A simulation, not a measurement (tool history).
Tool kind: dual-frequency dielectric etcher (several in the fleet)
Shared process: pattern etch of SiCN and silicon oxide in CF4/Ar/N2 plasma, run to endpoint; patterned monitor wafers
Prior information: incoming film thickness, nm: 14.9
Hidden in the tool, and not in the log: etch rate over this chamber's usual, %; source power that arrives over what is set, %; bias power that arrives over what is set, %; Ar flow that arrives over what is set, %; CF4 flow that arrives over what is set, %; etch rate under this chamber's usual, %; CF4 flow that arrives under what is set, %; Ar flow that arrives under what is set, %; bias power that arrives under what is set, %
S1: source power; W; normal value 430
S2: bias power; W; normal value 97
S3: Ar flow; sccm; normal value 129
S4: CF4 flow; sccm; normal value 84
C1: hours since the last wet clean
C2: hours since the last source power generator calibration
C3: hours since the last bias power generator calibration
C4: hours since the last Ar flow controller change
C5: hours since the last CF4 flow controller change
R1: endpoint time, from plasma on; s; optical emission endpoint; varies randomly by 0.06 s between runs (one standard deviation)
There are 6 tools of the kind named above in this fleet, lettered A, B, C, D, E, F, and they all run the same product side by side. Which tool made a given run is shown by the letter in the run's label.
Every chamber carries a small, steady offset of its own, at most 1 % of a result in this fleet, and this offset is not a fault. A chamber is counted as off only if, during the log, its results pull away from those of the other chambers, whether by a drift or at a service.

run,hour,S1,S2,S3,S4,C1,C2,C3,C4,C5,R1
1D,5.5,430,97,129,84,163.5,1476.2,943.4,1225.2,889.9,16.281
2C,8.7,430,97,129,84,16.4,249.9,531.5,2414.1,2421.0,16.502
3E,13.6,430,97,129,84,362.9,473.9,3432.4,4497.5,1347.1,16.440
4A,17.5,430,97,129,84,371.6,2621.4,1466.4,935.7,1921.2,16.350
5F,21.8,430,97,129,84,306.9,2846.0,1614.1,3318.2,2473.1,16.543
6B,25.3,430,97,129,84,168.1,702.9,1357.7,5707.5,2761.6,16.484
7E,30.9,430,97,129,84,380.2,491.2,3449.7,4514.8,1364.4,16.380
8F,35.3,430,97,129,84,320.4,2859.5,1627.6,3331.7,2486.6,16.556
9A,38.3,430,97,129,84,392.4,2642.2,1487.2,956.5,1942.0,16.440
10C,40.8,430,97,129,84,48.5,282.0,563.6,2446.2,2453.1,16.480
# hour 45.0: chamber B: Ar flow controller replaced
11B,45.2,430,97,129,84,188.0,722.8,1377.6,0.2,2781.5,16.300
# hour 49.0: chamber E: wet clean of the chamber
12D,49.4,430,97,129,84,207.4,1520.1,987.3,1269.1,933.8,16.316
13D,54.7,430,97,129,84,212.7,1525.4,992.6,1274.4,939.1,16.396
14B,58.5,430,97,129,84,201.3,736.1,1390.9,13.5,2794.8,16.329
15C,63.2,430,97,129,84,70.9,304.4,586.0,2468.6,2475.5,16.491
16F,67.7,430,97,148,103,352.8,2891.9,1660.0,3364.1,2519.0,16.277
17E,70.4,430,97,148,103,21.5,530.7,3489.2,4554.3,1403.9,16.244
18A,72.9,430,97,148,103,427.0,2676.8,1521.8,991.1,1976.6,16.282
19C,76.7,430,97,148,103,84.4,317.9,599.5,2482.1,2489.0,16.405
20F,79.8,430,97,148,103,364.9,2904.0,1672.1,3376.2,2531.1,16.306
21A,84.6,430,97,148,103,438.7,2688.5,1533.5,1002.8,1988.3,16.162
# hour 87.6: chamber F: Ar flow controller replaced
22B,88.1,430,97,113,84,230.9,765.7,1420.5,43.1,2824.4,16.004
23E,92.1,430,97,113,84,43.2,552.4,3510.9,4576.0,1425.6,16.068
24D,96.9,430,97,113,84,254.9,1567.6,1034.8,1316.6,981.3,16.275
25F,100.4,430,97,113,84,385.5,2924.6,1692.7,12.9,2551.7,16.248
26A,103.9,430,97,113,84,458.0,2707.8,1552.8,1022.1,2007.6,16.093
27C,107.6,430,97,113,84,115.3,348.8,630.4,2513.0,2519.9,16.319
28E,111.4,430,97,129,84,62.5,571.7,3530.2,4595.3,1444.9,16.416
29B,116.6,430,97,129,84,259.4,794.2,1449.0,71.6,2852.9,16.351
30D,120.5,430,97,129,84,278.5,1591.2,1058.4,1340.2,1004.9,16.730
# hour 121.1: chamber F: wet clean of the chamber
31B,123.0,430,97,129,84,265.8,800.6,1455.4,78.0,2859.3,16.383
32A,127.3,430,97,108,96,481.4,2731.2,1576.2,1045.5,2031.0,15.670
33F,132.0,430,97,108,96,11.0,2956.2,1724.3,44.5,2583.3,15.903
34E,134.4,430,97,108,96,85.5,594.7,3553.2,4618.3,1467.9,15.710
35C,139.4,430,97,108,96,147.1,380.6,662.2,2544.8,2551.7,15.857
36D,144.1,430,97,108,96,302.1,1614.8,1082.0,1363.8,1028.5,16.228
37A,148.7,430,97,108,96,502.8,2752.6,1597.6,1066.9,2052.4,15.726
38B,153.1,430,97,129,84,295.9,830.7,1485.5,108.1,2889.4,16.346
39F,157.5,520,97,150,84,36.5,2981.7,1749.8,70.0,2608.8,14.267
40D,162.7,520,97,150,84,320.7,1633.4,1100.6,1382.4,1047.1,14.676

Next, all 6 chambers run the settings below, one line each with question marks for the results. What does each chamber give?
41A,166.7,430,97,129,64,,,,,,?
41B,166.7,430,97,129,64,,,,,,?
41C,166.7,430,97,129,64,,,,,,?
41D,166.7,430,97,129,64,,,,,,?
41E,166.7,430,97,129,64,,,,,,?
41F,166.7,430,97,129,64,,,,,,?

run,R1
41A,16.881
41B,17.059
41C,17.165
41D,17.686
41E,17.090
41F,17.214

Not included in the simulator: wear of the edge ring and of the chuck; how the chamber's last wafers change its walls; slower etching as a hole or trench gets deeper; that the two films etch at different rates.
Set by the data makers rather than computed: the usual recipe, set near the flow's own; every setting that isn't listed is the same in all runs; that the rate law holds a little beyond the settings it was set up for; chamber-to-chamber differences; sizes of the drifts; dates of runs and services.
